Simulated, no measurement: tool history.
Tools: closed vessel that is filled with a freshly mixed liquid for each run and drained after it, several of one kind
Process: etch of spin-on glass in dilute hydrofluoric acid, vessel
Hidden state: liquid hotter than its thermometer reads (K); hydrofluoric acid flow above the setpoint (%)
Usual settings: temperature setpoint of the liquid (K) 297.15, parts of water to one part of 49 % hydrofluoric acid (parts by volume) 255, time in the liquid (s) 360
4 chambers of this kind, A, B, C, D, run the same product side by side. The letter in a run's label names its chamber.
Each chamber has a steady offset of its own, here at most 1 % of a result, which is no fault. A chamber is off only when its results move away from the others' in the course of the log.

| run | hour | temperature setpoint of the liquid (K) | parts of water to one part of 49 % hydrofluoric acid (parts by volume) | time in the liquid (s) | hours since the thermometer was replaced | hours since the hydrofluoric acid flow meter was replaced | read-back film thickness of the spin-on glass reference wafer, read on the same gauge (nm) | thickness taken off the spin-on glass on a monitor wafer (Å) |
|---|---|---|---|---|---|---|---|---|
| 1C | 2.9 | 297.15 | 255 | 360 | 455.5 | 1003.7 | 69.975 | 438.35 |
| 2D | 6.4 | 297.15 | 255 | 360 | 1041.8 | 702.5 | 69.988 | 437.01 |
| 3A | 9.2 | 297.15 | 255 | 360 | 398.1 | 1361.6 | 69.981 | 441.13 |
| 4B | 13 | 297.15 | 255 | 360 | 1304.8 | 50.8 | 69.997 | 441.65 |
| 5D | 15.8 | 297.15 | 255 | 360 | 1051.2 | 711.9 | 69.994 | 440.31 |
| 6B | 18.2 | 297.15 | 255 | 360 | 1310 | 56 | 69.944 | 442.15 |
| 7C | 22.5 | 297.15 | 255 | 360 | 475.1 | 1023.3 | 69.995 | 442.79 |
| 8A | 26.1 | 297.15 | 255 | 360 | 415 | 1378.5 | 70.014 | 438.57 |
| 9D | 29.3 | 297.15 | 255 | 360 | 1064.7 | 725.4 | 70.003 | 440.07 |
| 10C | 32.4 | 292.65 | 255 | 275 | 485 | 1033.2 | 70.014 | 284.7 |
| 11A | 36.5 | 292.65 | 255 | 275 | 425.4 | 1388.9 | 69.99 | 286.94 |
| 12B | 40.9 | 292.65 | 255 | 275 | 1332.7 | 78.7 | 69.982 | 284.81 |
| 13D | 44.6 | 292.65 | 255 | 275 | 1080 | 740.7 | 70.002 | 283.93 |
| 14C | 47 | 297.15 | 255 | 295 | 499.6 | 1047.8 | 70.017 | 358.4 |
| 15A | 51.3 | 297.15 | 255 | 295 | 440.2 | 1403.7 | 69.982 | 364.2 |
| 16B | 56.3 | 297.15 | 255 | 295 | 1348.1 | 94.1 | 70.024 | 361.22 |
| 17C | 60.6 | 297.15 | 255 | 295 | 513.2 | 1061.4 | 70.021 | 364.34 |
| 18D | 65.2 | 297.15 | 255 | 360 | 1100.6 | 761.3 | 70 | 439.18 |
| 19A | 68.3 | 297.15 | 255 | 360 | 457.2 | 1420.7 | 70.012 | 463.82 |
| 20B | 71.5 | 297.15 | 325 | 550 | 1363.3 | 109.3 | 70.014 | 495.28 |
| 21B | 76 | 297.15 | 325 | 550 | 1367.8 | 113.8 | 70.009 | 496.63 |
| 22C | 79.5 | 297.15 | 325 | 550 | 532.1 | 1080.3 | 69.983 | 489.38 |
| 23A | 83.1 | 297.15 | 325 | 550 | 472 | 1435.5 | 70.011 | 526.23 |
| 24D | 86.7 | 297.15 | 255 | 360 | 1122.1 | 782.8 | 69.992 | 441.26 |
| 25C | 89.9 | 297.15 | 255 | 360 | 542.5 | 1090.7 | 70 | 435.4 |

Next, every chamber runs the same settings. What will each give?
| 26A | 93.6 | 297.15 | 255 | 360 |  |  |  | ? |
| 26B | 93.6 | 297.15 | 255 | 360 |  |  |  | ? |
| 26C | 93.6 | 297.15 | 255 | 360 |  |  |  | ? |
| 26D | 93.6 | 297.15 | 255 | 360 |  |  |  | ? |

| run | thickness taken off the spin-on glass on a monitor wafer (Å) |
|---|---|
| 26A | 476.23 |
| 26B | 434.8 |
| 26C | 440.64 |
| 26D | 441.76 |

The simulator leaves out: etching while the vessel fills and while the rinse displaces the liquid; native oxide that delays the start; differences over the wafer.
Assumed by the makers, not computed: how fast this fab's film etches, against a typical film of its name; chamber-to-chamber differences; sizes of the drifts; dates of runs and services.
